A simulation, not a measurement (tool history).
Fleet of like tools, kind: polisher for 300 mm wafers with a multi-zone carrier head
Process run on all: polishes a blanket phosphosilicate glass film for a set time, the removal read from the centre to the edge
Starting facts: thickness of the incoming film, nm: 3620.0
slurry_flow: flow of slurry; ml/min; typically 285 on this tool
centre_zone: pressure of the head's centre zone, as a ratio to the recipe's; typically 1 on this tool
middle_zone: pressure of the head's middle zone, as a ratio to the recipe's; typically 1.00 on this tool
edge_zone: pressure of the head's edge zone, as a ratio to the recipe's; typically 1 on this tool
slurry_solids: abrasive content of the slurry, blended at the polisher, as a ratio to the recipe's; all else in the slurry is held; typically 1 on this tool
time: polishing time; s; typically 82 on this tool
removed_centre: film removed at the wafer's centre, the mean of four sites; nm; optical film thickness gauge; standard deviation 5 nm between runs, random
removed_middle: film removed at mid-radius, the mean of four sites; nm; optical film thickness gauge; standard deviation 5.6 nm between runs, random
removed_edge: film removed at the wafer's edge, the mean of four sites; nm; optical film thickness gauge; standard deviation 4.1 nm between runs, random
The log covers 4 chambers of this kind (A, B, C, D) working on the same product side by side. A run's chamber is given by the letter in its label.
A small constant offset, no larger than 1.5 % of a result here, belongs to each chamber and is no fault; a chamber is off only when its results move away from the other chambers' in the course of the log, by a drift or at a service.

run   hour  slurry_flow  centre_zone  middle_zone  edge_zone  slurry_solids  time  wafers polished on this pad  hours since the slurry nozzle was cleaned  hours since the centre zone pressure was calibrated  hours since the edge zone pressure was calibrated  removed_centre  removed_middle  removed_edge
       3.8  -- chamber B: worn pad replaced by a new one
 1C    6.5          285            1         1.00          1              1    82                          750                                       28.6                                                568.1                                              259.8          437.10          426.95        437.45
 2D   11.5          285            1         1.00          1              1    82                          285                                      341.6                                                141.8                                              297.6          436.55          432.45        446.12
 3B   15.0          285            1         1.00          1              1    82                           79                                      400.7                                                 73.3                                              619.1          435.57          433.10        433.80
 4A   18.5          285            1         1.00          1              1    82                          835                                      372.1                                                365.0                                              484.2          429.56          420.79        430.84
      22.6  -- chamber A: slurry nozzle cleaned
 5C   22.6          285            1         1.00          1              1    82                          864                                       44.7                                                584.2                                              275.9          442.02          426.63        429.35
 6A   30.3          285            1         1.00          1              1    82                          918                                        7.8                                                376.8                                              496.0          437.57          440.66        431.86
 7B   36.2          285            1         1.00          1              1    82                          229                                      421.9                                                 94.5                                              640.3          441.13          437.78        437.22
 8D   41.5          285            1         0.95          1              1    82                          497                                      371.6                                                171.8                                              327.6          438.25          425.77        436.48
 9D   48.6          285            1         0.95          1              1    82                          548                                      378.7                                                178.9                                              334.7          427.06          425.98        442.05
10A   53.3          285            1         0.95          1              1    82                         1081                                       30.8                                                399.8                                              519.0          447.28          420.87        435.79
11B   56.9          285            1         0.95          1              1    82                          376                                      442.6                                                115.2                                              661.0          428.22          413.61        442.41
12C   62.4          285            1         1.00          1              1    82                         1146                                       84.5                                                624.0                                              315.7          439.94          441.38        432.22
13A   69.3          355            1         1.00          1              1    82                         1195                                       46.8                                                415.8                                              535.0          440.89          449.21        438.14
      70.2  -- chamber D: slurry nozzle cleaned
14B   75.1          355            1         1.00          1              1    82                          505                                      460.8                                                133.4                                              679.2          438.60          447.60        442.72
15C   80.4          355            1         1.00          1              1    82                         1273                                      102.5                                                642.0                                              333.7          450.08          445.22        445.44
      83.5  -- chamber C: worn pad replaced by a new one
      84.6  -- chamber A: worn pad replaced by a new one
16D   85.2          355            1         1.00          1              1    82                          807                                       15.0                                                215.5                                              371.3          446.45          447.70        442.72
17C   90.0          285            1         1.00          1              1    82                           46                                      112.1                                                651.6                                              343.3          439.48          432.54        428.77
      93.0  -- chamber B: worn pad replaced by a new one
18D   95.2          285            1         1.00          1              1    99                          878                                       25.0                                                225.5                                              381.3          524.05          538.73        533.97
19B  100.1          285            1         1.00          1              1    99                           50                                      485.8                                                158.4                                              704.2          520.36          520.63        515.26
20A  105.7          285            1         1.00          1              1    99                          150                                       83.2                                                452.2                                              571.4          520.41          523.44        524.65
     107.7  -- chamber C: edge zone pressure recalibrated
21D  111.7          285            1         1.00          1              1    99                          995                                       41.5                                                242.0                                              397.8          525.94          530.45        529.32
     118.0  -- chamber D: worn pad replaced by a new one
22B  118.7          220            1         1.04          1              1    82                          182                                      504.4                                                177.0                                              722.8          423.21          443.61        425.59
23C  125.8          220            1         1.04          1              1    82                          300                                      147.9                                                687.4                                               18.2          431.26          446.77        427.45
24A  132.2          220            1         1.04          1              1    82                          337                                      109.7                                                478.7                                              597.9          424.22          441.30        428.33
25A  139.6          220            1         1.04          1              1    82                          390                                      117.1                                                486.1                                              605.3          420.61          441.71        425.86
     140.4  -- chamber C: centre zone pressure recalibrated
26C  144.9          285            1         1.00          1              1    82                          435                                      167.0                                                  4.6                                               37.3          443.14          446.73        435.84
27D  151.9          285            1         1.00          1              1    82                          240                                       81.7                                                282.2                                              438.0          435.25          440.44        440.60

Predict what each chamber gives when all 4 of them run the settings below next.
28A  157.4          285            1         0.89          1              1    82                                                                                                                                                                                               ?               ?             ?
28B  157.4          285            1         0.89          1              1    82                                                                                                                                                                                               ?               ?             ?
28C  157.4          285            1         0.89          1              1    82                                                                                                                                                                                               ?               ?             ?
28D  157.4          285            1         0.89          1              1    82                                                                                                                                                                                               ?               ?             ?

run  removed_centre  removed_middle  removed_edge
28A          436.70          389.81        431.38
28B          432.48          386.97        432.46
28C          427.53          392.63        434.04
28D          429.77          397.12        445.64

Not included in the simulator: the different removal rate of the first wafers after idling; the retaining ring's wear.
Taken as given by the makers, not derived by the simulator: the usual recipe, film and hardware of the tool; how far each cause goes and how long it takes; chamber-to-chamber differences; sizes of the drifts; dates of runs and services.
